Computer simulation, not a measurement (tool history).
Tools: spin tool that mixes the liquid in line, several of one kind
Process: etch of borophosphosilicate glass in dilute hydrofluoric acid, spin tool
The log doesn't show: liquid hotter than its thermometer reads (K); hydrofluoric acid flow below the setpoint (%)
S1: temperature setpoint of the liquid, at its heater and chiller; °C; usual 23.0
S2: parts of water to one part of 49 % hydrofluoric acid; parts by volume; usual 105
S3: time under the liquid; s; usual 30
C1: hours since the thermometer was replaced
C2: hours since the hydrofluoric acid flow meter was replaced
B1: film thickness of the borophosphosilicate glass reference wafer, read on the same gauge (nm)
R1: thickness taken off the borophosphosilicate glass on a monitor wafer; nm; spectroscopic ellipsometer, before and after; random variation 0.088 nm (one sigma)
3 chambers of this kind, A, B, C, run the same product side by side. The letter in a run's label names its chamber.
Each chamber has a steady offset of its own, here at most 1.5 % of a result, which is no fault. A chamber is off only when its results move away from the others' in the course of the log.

| run | hour | S1 | S2 | S3 | C1 | C2 | B1 | R1 |
|---|---|---|---|---|---|---|---|---|
| 1C | 15.3 | 23.0 | 105 | 30 | 1931.7 | 598.3 | 130.02 | 12.5340 |
| 2B | 29.8 | 23.0 | 105 | 30 | 2001.8 | 1329.2 | 129.99 | 12.7220 |
| 3A | 43.5 | 23.0 | 105 | 30 | 1136.6 | 628.5 | 130.00 | 12.3880 |
|  | 54.1 | chamber B: thermometer replaced |
| 4B | 55.9 | 23.0 | 105 | 30 | 1.8 | 1355.3 | 130.01 | 12.6610 |
| 5A | 69.0 | 23.0 | 105 | 30 | 1162.1 | 654.0 | 130.02 | 12.5220 |
| 6C | 81.8 | 23.0 | 105 | 30 | 1998.2 | 664.8 | 129.98 | 12.5250 |
| 7C | 95.9 | 23.0 | 105 | 30 | 2012.3 | 678.9 | 129.99 | 12.6230 |
| 8A | 105.2 | 23.0 | 105 | 30 | 1198.3 | 690.2 | 130.01 | 12.6070 |
| 9B | 119.6 | 23.0 | 105 | 30 | 65.5 | 1419.0 | 130.00 | 12.7620 |
| 10C | 131.1 | 23.0 | 105 | 30 | 2047.5 | 714.1 | 129.99 | 12.6530 |
| 11B | 138.6 | 23.0 | 105 | 30 | 84.5 | 1438.0 | 130.04 | 12.6740 |
| 12A | 150.7 | 23.0 | 85 | 50 | 1243.8 | 735.7 | 130.00 | 26.6100 |
| 13B | 158.5 | 23.0 | 85 | 50 | 104.4 | 1457.9 | 130.03 | 26.6340 |
| 14A | 173.8 | 23.0 | 85 | 50 | 1266.9 | 758.8 | 130.01 | 26.7800 |
| 15C | 189.0 | 23.0 | 105 | 30 | 2105.4 | 772.0 | 129.96 | 12.6400 |
| 16A | 197.5 | 23.0 | 105 | 30 | 1290.6 | 782.5 | 130.02 | 12.5360 |
| 17B | 211.5 | 23.0 | 105 | 30 | 157.4 | 1510.9 | 130.00 | 12.7720 |
| 18C | 222.0 | 25.5 | 105 | 30 | 2138.4 | 805.0 | 130.01 | 13.6590 |
| 19B | 234.3 | 25.5 | 105 | 30 | 180.2 | 1533.7 | 130.03 | 13.9430 |
| 20C | 244.6 | 25.5 | 105 | 30 | 2161.0 | 827.6 | 129.98 | 13.8420 |
| 21A | 260.7 | 23.0 | 105 | 30 | 1353.8 | 845.7 | 130.01 | 12.4990 |
| 22A | 271.1 | 23.0 | 105 | 30 | 1364.2 | 856.1 | 129.97 | 12.5000 |
| 23B | 285.8 | 19.5 | 155 | 30 | 231.7 | 1585.2 | 129.98 | 7.1818 |
| 24C | 298.4 | 19.5 | 155 | 30 | 2214.8 | 881.4 | 130.03 | 6.9447 |
| 25B | 307.5 | 19.5 | 155 | 30 | 253.4 | 1606.9 | 130.02 | 7.0272 |
| 26A | 319.2 | 23.0 | 105 | 30 | 1412.3 | 904.2 | 130.02 | 12.6380 |
| 27C | 327.6 | 23.0 | 105 | 30 | 2244.0 | 910.6 | 130.01 | 12.4450 |
| 28C | 343.7 | 27.0 | 130 | 30 | 2260.1 | 926.7 | 129.99 | 11.4760 |
| 29A | 357.3 | 27.0 | 130 | 30 | 1450.4 | 942.3 | 129.97 | 11.6120 |
| 30B | 369.3 | 27.0 | 130 | 30 | 315.2 | 1668.7 | 129.99 | 11.4930 |
| 31B | 380.7 | 23.0 | 105 | 30 | 326.6 | 1680.1 | 129.97 | 12.7750 |
| 32A | 393.0 | 23.0 | 105 | 30 | 1486.1 | 978.0 | 129.98 | 12.6220 |
| 33C | 404.2 | 23.0 | 105 | 30 | 2320.6 | 987.2 | 129.98 | 12.5230 |
| 34A | 418.0 | 23.0 | 105 | 30 | 1511.1 | 1003.0 | 129.99 | 12.6940 |
|  | 419.0 | chamber C: hydrofluoric acid flow meter replaced |
| 35B | 432.4 | 23.0 | 105 | 30 | 378.3 | 1731.8 | 130.01 | 12.7740 |
| 36C | 447.0 | 24.5 | 135 | 30 | 2363.4 | 28.1 | 129.98 | 10.0130 |
| 37C | 460.7 | 24.5 | 135 | 30 | 2377.1 | 41.8 | 129.99 | 10.0340 |
| 38B | 468.0 | 24.5 | 135 | 30 | 413.9 | 1767.4 | 130.02 | 10.1180 |
|  | 473.3 | chamber A: thermometer replaced |
| 39A | 479.2 | 23.0 | 105 | 30 | 5.9 | 1064.2 | 129.98 | 12.4830 |
| 40B | 491.6 | 23.0 | 105 | 30 | 437.5 | 1791.0 | 129.99 | 12.6730 |
| 41C | 505.1 | 18.5 | 105 | 20 | 2421.5 | 86.2 | 130.01 | 6.9718 |
| 42A | 517.0 | 18.5 | 105 | 20 | 43.7 | 1102.0 | 130.01 | 6.9571 |

Is one chamber off against the others, does the gauge drift, or is nothing wrong? If a chamber is off, say which, and what the likeliest cause is.

No chamber stands off beyond its own small offset, and the gauge holds steady.
